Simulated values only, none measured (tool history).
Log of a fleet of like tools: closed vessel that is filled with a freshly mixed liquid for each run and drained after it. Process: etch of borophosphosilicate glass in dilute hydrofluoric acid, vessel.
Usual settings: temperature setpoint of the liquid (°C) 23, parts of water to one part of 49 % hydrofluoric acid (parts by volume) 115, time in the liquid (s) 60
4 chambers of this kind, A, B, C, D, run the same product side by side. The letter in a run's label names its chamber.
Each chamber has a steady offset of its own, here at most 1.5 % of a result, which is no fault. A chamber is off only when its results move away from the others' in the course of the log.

| run | hour | temperature setpoint of the liquid (°C) | parts of water to one part of 49 % hydrofluoric acid (parts by volume) | time in the liquid (s) | hours since the thermometer was replaced | hours since the hydrofluoric acid flow meter was replaced | read-back film thickness of the borophosphosilicate glass reference wafer, read on the same gauge (nm) | thickness taken off the borophosphosilicate glass on a monitor wafer (angstrom) |
|---|---|---|---|---|---|---|---|---|
| 1D | 9.8 | 23 | 115 | 60 | 2117.6 | 951.1 | 30.013 | 183.5 |
| 2A | 18.6 | 23 | 115 | 60 | 2036.5 | 804.1 | 29.987 | 184.53 |
| 3B | 30 | 23 | 115 | 60 | 1344.6 | 461 | 29.988 | 180.88 |
| 4C | 37.8 | 23 | 115 | 60 | 1418.9 | 111.3 | 29.98 | 183.16 |
| 5C | 47.9 | 23 | 115 | 60 | 1429 | 121.4 | 29.995 | 183.84 |
| 6A | 53.1 | 23 | 115 | 60 | 2071 | 838.6 | 29.99 | 183.66 |
| 7B | 59 | 20 | 80 | 60 | 1373.6 | 490 | 29.978 | 240.17 |
| 8D | 68.1 | 20 | 80 | 60 | 2175.9 | 1009.4 | 30.003 | 245.68 |
| 9D | 75.6 | 20 | 80 | 60 | 2183.4 | 1016.9 | 30.003 | 247.11 |
| 10B | 82.9 | 20 | 80 | 60 | 1397.5 | 513.9 | 29.989 | 238.4 |
|  | 90.8 | chamber B: hydrofluoric acid flow meter replaced |
| 11A | 93.7 | 23 | 115 | 60 | 2111.6 | 879.2 | 29.991 | 182.12 |
| 12C | 100.7 | 23 | 115 | 60 | 1481.8 | 174.2 | 30.002 | 181.35 |
| 13C | 109.2 | 23 | 115 | 60 | 1490.3 | 182.7 | 29.999 | 183.01 |
| 14A | 116.2 | 23 | 115 | 60 | 2134.1 | 901.7 | 29.999 | 184.02 |
| 15D | 127.5 | 23 | 115 | 60 | 2235.3 | 1068.8 | 30.006 | 185.35 |
| 16B | 134.6 | 23 | 115 | 60 | 1449.2 | 43.8 | 29.981 | 181.1 |
| 17A | 144.1 | 23 | 135 | 80 | 2162 | 929.6 | 30.002 | 204.02 |
| 18D | 151.7 | 23 | 135 | 80 | 2259.5 | 1093 | 30.005 | 201.36 |
| 19B | 157.2 | 23 | 135 | 80 | 1471.8 | 66.4 | 30.011 | 200.64 |
| 20C | 163.9 | 23 | 135 | 80 | 1545 | 237.4 | 29.992 | 206.16 |
| 21D | 174.5 | 23 | 115 | 60 | 2282.3 | 1115.8 | 30.013 | 182.86 |
| 22B | 183.9 | 23 | 115 | 60 | 1498.5 | 93.1 | 30.026 | 179.79 |
| 23C | 195.8 | 23 | 115 | 60 | 1576.9 | 269.3 | 30.007 | 188.71 |
| 24A | 201.2 | 23 | 115 | 60 | 2219.1 | 986.7 | 30 | 185.59 |
| 25B | 210 | 23 | 115 | 60 | 1524.6 | 119.2 | 30.006 | 181.35 |
|  | 220 | chamber A: thermometer replaced |
| 26D | 221.4 | 23 | 115 | 60 | 2329.2 | 1162.7 | 30.01 | 182.13 |
| 27A | 229.5 | 23 | 115 | 60 | 9.5 | 1015 | 30.001 | 183.44 |
| 28C | 239.7 | 23 | 115 | 60 | 1620.8 | 313.2 | 30.022 | 190.58 |
| 29A | 251.7 | 23 | 115 | 60 | 31.7 | 1037.2 | 29.99 | 182.42 |
| 30B | 261.7 | 23 | 115 | 60 | 1576.3 | 170.9 | 29.97 | 180.2 |
| 31D | 273.6 | 23 | 115 | 60 | 2381.4 | 1214.9 | 30.015 | 182.56 |
| 32C | 284.3 | 23 | 115 | 60 | 1665.4 | 357.8 | 29.972 | 197.12 |
| 33C | 292.8 | 23 | 115 | 60 | 1673.9 | 366.3 | 29.986 | 198.17 |
| 34A | 303.2 | 23 | 115 | 60 | 83.2 | 1088.7 | 30.008 | 182.18 |
| 35D | 314.1 | 23 | 115 | 60 | 2421.9 | 1255.4 | 29.99 | 186.96 |
| 36B | 321.1 | 23 | 115 | 60 | 1635.7 | 230.3 | 29.995 | 182.45 |
| 37A | 329.3 | 23 | 115 | 60 | 109.3 | 1114.8 | 29.99 | 184.75 |
| 38C | 336.6 | 23 | 115 | 60 | 1717.7 | 410.1 | 30.011 | 200.36 |
| 39B | 348.6 | 23 | 115 | 60 | 1663.2 | 257.8 | 30.014 | 183.92 |
| 40D | 359.6 | 23 | 115 | 60 | 2467.4 | 1300.9 | 30.021 | 182.6 |
| 41D | 369.1 | 23 | 115 | 60 | 2476.9 | 1310.4 | 30.022 | 182.89 |
| 42A | 376.7 | 23 | 115 | 60 | 156.7 | 1162.2 | 29.978 | 183.16 |
| 43B | 385 | 23 | 115 | 60 | 1699.6 | 294.2 | 30.017 | 182.22 |
| 44C | 391 | 23 | 115 | 60 | 1772.1 | 464.5 | 29.992 | 201.73 |

All 4 chambers run these settings next. Forecast each chamber's results:
| 45A | 399.8 | 23 | 115 | 60 |  |  |  | ? |
| 45B | 399.8 | 23 | 115 | 60 |  |  |  | ? |
| 45C | 399.8 | 23 | 115 | 60 |  |  |  | ? |
| 45D | 399.8 | 23 | 115 | 60 |  |  |  | ? |

| run | thickness taken off the borophosphosilicate glass on a monitor wafer (angstrom) |
|---|---|
| 45A | 186.92 |
| 45B | 184.61 |
| 45C | 202.1 |
| 45D | 183.32 |
